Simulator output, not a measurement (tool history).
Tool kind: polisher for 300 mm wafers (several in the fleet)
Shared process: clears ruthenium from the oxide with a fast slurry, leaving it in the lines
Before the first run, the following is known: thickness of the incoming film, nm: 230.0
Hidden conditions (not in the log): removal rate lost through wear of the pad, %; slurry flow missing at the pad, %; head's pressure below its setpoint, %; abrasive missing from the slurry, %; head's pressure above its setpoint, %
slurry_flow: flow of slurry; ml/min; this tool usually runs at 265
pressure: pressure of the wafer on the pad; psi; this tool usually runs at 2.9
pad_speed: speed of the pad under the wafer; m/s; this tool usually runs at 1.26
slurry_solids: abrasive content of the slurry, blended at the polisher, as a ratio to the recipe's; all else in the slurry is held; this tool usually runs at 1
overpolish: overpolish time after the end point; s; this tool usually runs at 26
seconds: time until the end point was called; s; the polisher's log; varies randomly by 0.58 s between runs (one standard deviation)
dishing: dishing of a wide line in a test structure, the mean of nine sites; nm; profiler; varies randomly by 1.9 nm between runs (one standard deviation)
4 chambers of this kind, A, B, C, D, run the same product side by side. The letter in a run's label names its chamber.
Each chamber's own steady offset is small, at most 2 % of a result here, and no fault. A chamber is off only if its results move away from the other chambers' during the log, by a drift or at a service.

run	hour	slurry_flow	pressure	pad_speed	slurry_solids	overpolish	wafers polished on this pad	hours since the slurry nozzle was cleaned	hours since the head pressure was calibrated	hours since the slurry blender was calibrated	seconds	dishing
1A	10.4	265	2.9	1.26	1	26	125	386.8	324.6	148.1	38.519	90.78
# hour 21: chamber B: head pressure recalibrated
2C	22.2	265	2.9	1.26	1	26	222	173.8	292	162.5	37.374	93.146
3B	30.3	265	2.9	1.26	1	26	382	553.9	9.3	121.4	37.944	93.857
4D	36.1	265	2.9	1.26	1	26	1085	352.7	85.1	144	38.636	92.848
5B	46.8	265	2.9	1.26	1	26	526	570.4	25.8	137.9	38.316	92.027
6D	53.2	265	2.9	1.26	1	26	1234	369.8	102.2	161.1	38.378	90.387
# hour 63.8: chamber D: worn pad replaced by a new one
7C	65.3	265	2.9	1.26	1	26	598	216.9	335.1	205.6	39.066	87.793
# hour 68.8: chamber A: worn pad replaced by a new one
8A	73.3	265	2.9	1.26	1	26	40	449.7	387.5	211	39.169	91.906
9C	82.4	265	2.9	1.26	1	26	747	234	352.2	222.7	38.317	88.478
# hour 85.5: chamber A: slurry nozzle cleaned
10D	92	265	2.9	1.26	1	26	246	408.6	141	199.9	38.888	92.193
# hour 94: chamber B: slurry nozzle cleaned
11B	101.8	265	2.9	1.26	1	26	1005	7.9	80.8	192.9	37.672	92.434
12A	107.3	265	2.9	1.26	1	26	336	21.9	421.5	245	37.348	87.659
13B	119.4	265	2.9	1.26	1	26	1159	25.5	98.4	210.5	38.866	92.262
14C	129	265	2.9	1.26	1	26	1154	280.6	398.8	269.3	38.382	92.227
15A	138.9	265	2.9	1.26	1	26	612	53.5	453.1	276.6	37.143	88.676
# hour 142.9: chamber C: worn pad replaced by a new one
# hour 144.9: chamber C: slurry nozzle cleaned
16D	150	265	2.9	1.26	1	26	752	466.6	199	257.9	38.725	90.799
# hour 156.2: chamber A: worn pad replaced by a new one
17D	157.5	265	2.9	1.26	1	26	817	474.1	206.5	265.4	37.213	92.364
18C	164.7	265	2.9	1.26	1	26	190	19.9	434.5	305	37.98	91.435
# hour 170.9: chamber B: worn pad replaced by a new one
19B	172.9	265	2.9	1.26	1	26	17	79	151.9	264	39.941	90.209
20A	184.1	265	2.9	1.26	1	26	243	98.7	498.3	321.8	37.892	92.014
21D	190.5	265	2.9	1.26	1	26	1105	507.1	239.5	298.4	38.9	88.595
22B	201.5	265	2.9	1.26	1	26	267	107.6	180.5	292.6	39.183	87.812
# hour 207.9: chamber C: slurry blender recalibrated
23C	209	265	2.9	1.26	1	26	577	64.2	478.8	1.2	36.666	89.119
# hour 211.2: chamber D: worn pad replaced by a new one
24A	215.6	265	2.9	1.26	1	26	518	130.2	529.8	353.3	37.637	91.151
25C	225.7	265	2.9	1.26	1	26	722	80.9	495.5	17.9	37.751	90.269
# hour 228.5: chamber A: slurry blender recalibrated
# hour 233.4: chamber A: worn pad replaced by a new one
26D	236.2	265	2.9	1.26	1	26	218	552.8	285.2	344.1	38.891	91.41
27B	242.3	265	2.9	1.26	1	26	622	148.4	221.3	333.4	40.063	88.107
# hour 249.4: chamber D: slurry nozzle cleaned
28A	251.4	265	2.9	1.26	1	26	157	166	565.6	23	37.753	88.16
29C	260.6	265	2.9	1.26	1	26	1027	115.8	530.4	52.8	38.532	90.735
30A	269	265	3.3	1.26	1	26	310	183.6	583.2	40.6	32.126	93.917
31D	279.2	265	3.3	1.26	1	26	593	29.9	328.2	387.1	34.064	100.03
32B	284.6	265	3.3	1.26	1	26	991	190.7	263.6	375.7	35.77	93.861
33C	293	265	3.3	1.26	1	26	1309	148.2	562.8	85.2	33.797	102.6
34A	300.3	265	2.9	1.26	1	26	583	214.9	614.5	71.9	38.126	88.334

Next, every chamber runs the same settings. What will each give?
35A	309.1	265	2.9	1.26	1	26					?	?
35B	309.1	265	2.9	1.26	1	26					?	?
35C	309.1	265	2.9	1.26	1	26					?	?
35D	309.1	265	2.9	1.26	1	26					?	?

run	seconds	dishing
35A	38.004	89.724
35B	40.749	87.748
35C	37.178	91.509
35D	38.165	92.684

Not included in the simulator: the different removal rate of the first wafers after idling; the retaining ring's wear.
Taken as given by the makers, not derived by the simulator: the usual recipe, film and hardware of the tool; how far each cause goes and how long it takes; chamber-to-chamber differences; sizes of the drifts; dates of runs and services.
